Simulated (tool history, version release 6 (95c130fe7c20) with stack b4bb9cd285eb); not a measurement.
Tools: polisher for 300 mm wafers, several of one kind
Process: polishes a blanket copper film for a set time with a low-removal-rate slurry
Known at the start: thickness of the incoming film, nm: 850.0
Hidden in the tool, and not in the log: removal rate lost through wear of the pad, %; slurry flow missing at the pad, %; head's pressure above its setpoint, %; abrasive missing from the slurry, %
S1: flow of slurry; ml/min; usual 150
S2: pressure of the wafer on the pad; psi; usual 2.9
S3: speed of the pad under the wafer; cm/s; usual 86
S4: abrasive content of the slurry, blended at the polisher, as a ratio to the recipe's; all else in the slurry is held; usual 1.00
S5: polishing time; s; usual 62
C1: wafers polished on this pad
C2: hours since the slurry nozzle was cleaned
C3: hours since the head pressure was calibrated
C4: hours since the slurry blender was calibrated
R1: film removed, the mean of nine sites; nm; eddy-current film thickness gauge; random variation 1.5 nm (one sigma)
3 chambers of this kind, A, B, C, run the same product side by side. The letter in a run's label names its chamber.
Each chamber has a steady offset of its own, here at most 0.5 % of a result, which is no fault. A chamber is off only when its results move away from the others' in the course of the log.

run   hour   S1   S2  S3    S4  S5    C1     C2     C3     C4      R1
 1C    5.7  150  2.9  86  1.00  62   936  450.1  486.5  107.3  170.12
 2B   11.2  150  2.9  86  1.00  62   656  177.5  544.9  256.7  172.81
      15.8  -- chamber A: worn pad replaced by a new one
 3A   18.9  150  2.9  86  1.00  62    36  340.1  177.1  121.7  171.14
 4C   26.2  150  2.9  86  1.00  62  1174  470.6  507.0  127.8  169.74
      28.7  -- chamber C: worn pad replaced by a new one
 5A   33.5  150  2.9  86  1.00  62   206  354.7  191.7  136.3  174.47
 6B   42.7  150  2.9  86  1.00  62  1023  209.0  576.4  288.2  170.17
      48.2  -- chamber B: worn pad replaced by a new one
 7B   48.4  150  2.9  86  1.00  62     2  214.7  582.1  293.9  172.26
 8A   57.2  150  2.9  86  1.00  62   481  378.4  215.4  160.0  172.49
 9C   66.4  150  2.9  86  1.00  62   439  510.8  547.2  168.0  169.40
10B   71.3  150  2.9  86  1.00  62   269  237.6  605.0  316.8  173.12
11C   80.3  150  2.9  86  1.00  62   600  524.7  561.1  181.9  172.27
12A   86.2  150  2.9  86  1.00  62   819  407.4  244.4  189.0  173.02
13A   94.1  150  2.9  86  1.00  62   911  415.3  252.3  196.9  173.64
      97.9  -- chamber A: worn pad replaced by a new one
14B   99.9  150  2.9  86  1.00  62   601  266.2  633.6  345.4  171.08
     100.2  -- chamber A: slurry blender recalibrated
15C  108.7  150  2.9  86  1.20  62   931  553.1  589.5  210.3  178.84
16A  113.1  150  2.9  86  1.20  62   177  434.3  271.3   13.0  176.59
17B  121.3  150  2.9  86  1.20  62   850  287.6  655.0  366.8  172.10
18C  130.9  150  2.9  86  1.00  62  1189  575.3  611.7  232.5  171.34
     131.7  -- chamber C: worn pad replaced by a new one
     136.9  -- chamber B: worn pad replaced by a new one
19C  138.9  150  2.9  86  1.00  62    84  583.3  619.7  240.5  171.94
20B  146.9  150  2.9  86  1.00  62   116  313.2  680.6  392.4  166.92
21A  155.6  150  2.9  86  1.00  62   672  476.8  313.8   55.5  170.60
22A  165.2  150  2.9  86  1.00  62   783  486.4  323.4   65.1  173.21
     165.9  -- chamber A: head pressure recalibrated
     166.7  -- chamber B: slurry blender recalibrated
23C  172.2  150  2.9  86  1.00  62   471  616.6  653.0  273.8  171.80
     178.3  -- chamber A: worn pad replaced by a new one
24B  181.8  150  2.9  86  1.25  62   522  348.1  715.5   15.1  171.71
25C  191.4  150  2.9  86  1.25  62   695  635.8  672.2  293.0  177.96
26A  196.6  150  2.9  86  1.25  62   213  517.8   30.7   96.5  180.47
27B  201.4  150  2.9  86  1.00  62   750  367.7  735.1   34.7  161.40
28A  208.5  175  2.9  86  1.00  62   352  529.7   42.6  108.4  175.07
     212.2  -- chamber C: slurry nozzle cleaned
29B  216.6  175  2.9  86  1.00  62   927  382.9  750.3   49.9  162.75
30C  224.2  175  2.9  86  1.00  62  1076   12.0  705.0  325.8  174.83
31C  231.0  150  2.9  86  1.00  62  1155   18.8  711.8  332.6  171.79
32A  235.2  150  2.9  86  1.00  62   662  556.4   69.3  135.1  172.50

What goes on in this fleet: one chamber off, a drifting gauge, or nothing beyond the chambers' own small offsets? Name the chamber and the cause, if any.

Chamber B drifts away from the others.
Cause: slurry flow missing at the pad, % = 39.9.
The log may not tell that from: head's pressure below its setpoint, %.

Here are 4 candidates for chamber B's next run, each the usual settings with a change, their results left as question marks. Which one brings its results back in line with what the others give on the usual settings?
In line means no further than this from the other chambers' mean on the usual settings: R1 5.10 nm
33B-1  242.2  150  3.0  90  1.00  65                   ?
33B-2  242.2  145  2.6  86  1.00  62                   ?
33B-3  242.2  150  2.9  84  1.00  61                   ?
33B-4  242.2  150  2.9  86  1.00  65                   ?

The other chambers' mean on the usual settings: R1 171.41 nm
  run      R1
33B-1  171.86
33B-2  134.90
33B-3  145.72
33B-4  158.92
33B-1 brings the chamber back in line.
